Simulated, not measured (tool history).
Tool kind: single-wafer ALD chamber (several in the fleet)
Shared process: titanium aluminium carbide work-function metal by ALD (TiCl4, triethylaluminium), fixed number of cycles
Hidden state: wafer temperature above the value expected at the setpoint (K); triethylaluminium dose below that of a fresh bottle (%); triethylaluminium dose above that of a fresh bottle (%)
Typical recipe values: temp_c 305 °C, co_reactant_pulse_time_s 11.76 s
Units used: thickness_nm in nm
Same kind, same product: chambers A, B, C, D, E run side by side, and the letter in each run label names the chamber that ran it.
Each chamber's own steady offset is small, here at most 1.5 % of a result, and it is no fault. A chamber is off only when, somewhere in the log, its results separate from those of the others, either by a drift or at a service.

run	hour	temp_c	co_reactant_pulse_time_s	hours since the last thermocouple change	hours since the last triethylaluminium bottle change	read-back reference wafer on the same gauge, thickness_nm	thickness_nm
1E	2.4	305	11.76	502	405.6	2.1802	2.0607
2B	6.4	305	11.76	331	653.9	2.1801	2.0699
3D	10.5	305	11.76	901	515.6	2.1811	2.0921
4C	15.3	305	11.76	1742.6	1129.5	2.1819	2.0768
5A	19.3	300	11.76	34.5	1016.7	2.1816	2.0132
6D	23.6	300	11.76	914.1	528.7	2.1817	2.0513
7B	26	300	11.76	350.6	673.5	2.1816	2.0236
8E	29.9	300	11.76	529.5	433.1	2.1822	2.0199
9C	34.6	300	11.76	1761.9	1148.8	2.1829	2.0351
10A	37.7	305	11.76	52.9	1035.1	2.1827	2.0629
11C	41.9	305	8.16	1769.2	1156.1	2.1827	1.9868
12B	46.4	305	8.16	371	693.9	2.1829	1.9802
13A	50	305	8.16	65.2	1047.4	2.1837	1.9739
14E	53.9	305	8.16	553.5	457.1	2.1837	1.9788
15D	56.6	305	8.16	947.1	561.7	2.1842	2.0062
16A	61.1	305	11.76	76.3	1058.5	2.1848	2.0673
17C	63.4	305	11.76	1790.7	1177.6	2.1846	2.0789
18B	68	305	11.76	392.6	715.5	2.1847	2.0747
19D	73	305	11.76	963.5	578.1	2.1852	2.097
20E	77.8	305	11.76	577.4	481	2.1854	2.0707
21E	81.9	309	9.26	581.5	485.1	2.1866	2.0487
22A	86.7	309	9.26	101.9	1084.1	2.1867	2.0469
23C	91	309	9.26	1818.3	1205.2	2.1862	2.0684
24D	95.7	309	9.26	986.2	600.8	2.1872	2.0804
25B	98.4	309	9.26	423	745.9	2.1869	2.0547
26A	102.9	305	11.76	118.1	1100.3	2.1872	2.0681
27C	105.7	305	11.76	1833	1219.9	2.1876	2.0829
28E	109.4	305	11.76	609	512.6	2.188	2.0722
29B	113.7	305	11.76	438.3	761.2	2.1886	2.0779
30D	118.1	305	11.76	1008.6	623.2	2.1892	2.0999
31C	120.8	305	11.76	1848.1	1235	2.1888	2.0884
32A	125.3	305	8.7	140.5	1122.7	2.1891	1.9981
33E	128.5	305	8.7	628.1	531.7	2.189	1.9983
34B	131.6	305	8.7	456.2	779.1	2.1893	2.0073
35D	134.5	305	8.7	1025	639.6	2.1897	2.0332
36E	138.9	305	8.7	638.5	542.1	2.1896	2.0049

Next, every chamber runs the same settings. What will each give?
37A	142.5	293	11.76				?
37B	142.5	293	11.76				?
37C	142.5	293	11.76				?
37D	142.5	293	11.76				?
37E	142.5	293	11.76				?

run	thickness_nm
37A	1.9651
37B	1.9733
37C	1.9851
37D	1.9951
37E	1.9692
